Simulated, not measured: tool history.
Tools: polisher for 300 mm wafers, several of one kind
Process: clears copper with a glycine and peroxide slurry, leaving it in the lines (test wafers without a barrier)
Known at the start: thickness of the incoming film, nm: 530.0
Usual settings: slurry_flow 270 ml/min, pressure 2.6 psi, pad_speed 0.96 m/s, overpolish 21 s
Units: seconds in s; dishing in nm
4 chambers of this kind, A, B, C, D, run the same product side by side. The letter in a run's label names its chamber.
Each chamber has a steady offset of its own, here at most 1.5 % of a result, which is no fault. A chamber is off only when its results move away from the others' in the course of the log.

run	hour	slurry_flow	pressure	pad_speed	overpolish	seconds	dishing
1A	7.1	270	2.6	0.96	21	131.52	51.702
2C	15.4	270	2.6	0.96	21	129.14	52.053
3D	21.5	270	2.6	0.96	21	128.63	50.631
4B	30.4	270	2.6	0.96	21	126.57	54.502
5A	35.3	270	2.6	0.96	21	128.72	53.889
6D	42.4	270	2.6	0.96	21	127.6	51.284
7B	49.2	270	2.6	0.96	21	123.8	51.67
8C	55.1	270	2.6	0.96	21	131.09	52.842
9B	64.3	270	2.6	0.96	21	127.99	53.445
10D	70.2	270	2.6	0.96	21	129.15	50.842
11A	78.4	205	2.6	0.96	21	132.19	50.79
12C	87.1	205	2.6	0.96	21	134.25	50.751
13C	91.5	205	2.6	0.96	21	132.98	51.765
# hour 93.3: chamber B: worn pad replaced by a new one
14A	96.9	205	2.6	0.96	21	133.81	50.528
15D	103.1	270	2.6	0.96	21	128.08	53.213
16B	108.9	270	2.6	0.96	21	129.11	53.062
17A	116.7	270	2.6	0.96	21	131.05	52.248
18D	120.9	270	2.6	0.96	21	127.27	49.982
19C	127.4	270	2.6	0.96	21	128.35	51.567
20B	131.8	270	2.6	0.96	21	126.07	51.242
# hour 136.8: chamber C: slurry nozzle cleaned
21C	137.6	270	2.6	0.96	21	129.92	51.953
# hour 142.1: chamber D: slurry nozzle cleaned
# hour 142.1: chamber C: worn pad replaced by a new one
22B	142.8	270	2.6	0.96	21	128	51.172
# hour 147.6: chamber D: worn pad replaced by a new one
23D	149.6	270	2.6	0.96	21	130.49	52.402
24A	156	270	2.6	1.18	21	113.04	56.055
25D	160.4	270	2.6	1.18	21	111.6	58.467
26B	165.6	270	2.6	1.18	21	106.64	56.981
27C	170.7	270	2.6	1.18	21	111.1	59.427
# hour 171.9: chamber B: slurry nozzle cleaned
28A	178.7	270	2.6	0.96	21	130.46	49.883
29A	185.6	270	2.6	0.96	21	129.98	52.589
30C	194.5	270	2.6	0.96	21	129.21	53.19
31D	203.6	270	2.6	0.96	21	125.99	53.174
32B	210.5	270	2.6	0.96	21	127.13	52.224
33C	217.8	270	2.6	0.96	21	130.1	51.57
34D	226.7	270	2.3	1.12	21	124.3	51.476
35B	235.7	270	2.3	1.12	21	122.55	54.659
36A	241	270	2.3	1.12	21	131.25	49.712
37A	250.2	270	2.3	1.12	21	131.11	48.48
38D	257.1	270	2.6	1.06	21	117.91	54.434
39B	261.5	270	2.6	1.06	21	117.69	52.544
40C	269	270	2.6	1.06	21	119.02	54.899

What goes on in this fleet: one chamber off, a drifting gauge, or nothing beyond the chambers' own small offsets? Name the chamber and the cause, if any.

Chamber A drifts away from the others.
Cause: removal rate lost through wear of the pad, % = 5.38.
The log may not tell that from: slurry flow missing at the pad, %; head's pressure below its setpoint, %.

Here are 4 candidates for chamber A's next run, each the usual settings with a change, their results left as question marks. Which one brings its results back in line with what the others give on the usual settings?
In line means no further than this from the other chambers' mean on the usual settings: seconds 4.2 s; dishing 3.9 nm
41A-1	275.6	265	2.4	0.88	21	?	?
41A-2	275.6	270	2.5	0.92	21	?	?
41A-3	275.6	275	2.8	1.04	21	?	?
41A-4	275.6	270	2.7	1	21	?	?

The other chambers' mean on the usual settings: seconds 128.46 s; dishing 51.876 nm
run	seconds	dishing
41A-1	157.84	45.236
41A-2	147.35	47.61
41A-3	121.51	54.644
41A-4	129.53	52.252
41A-4 brings the chamber back in line.
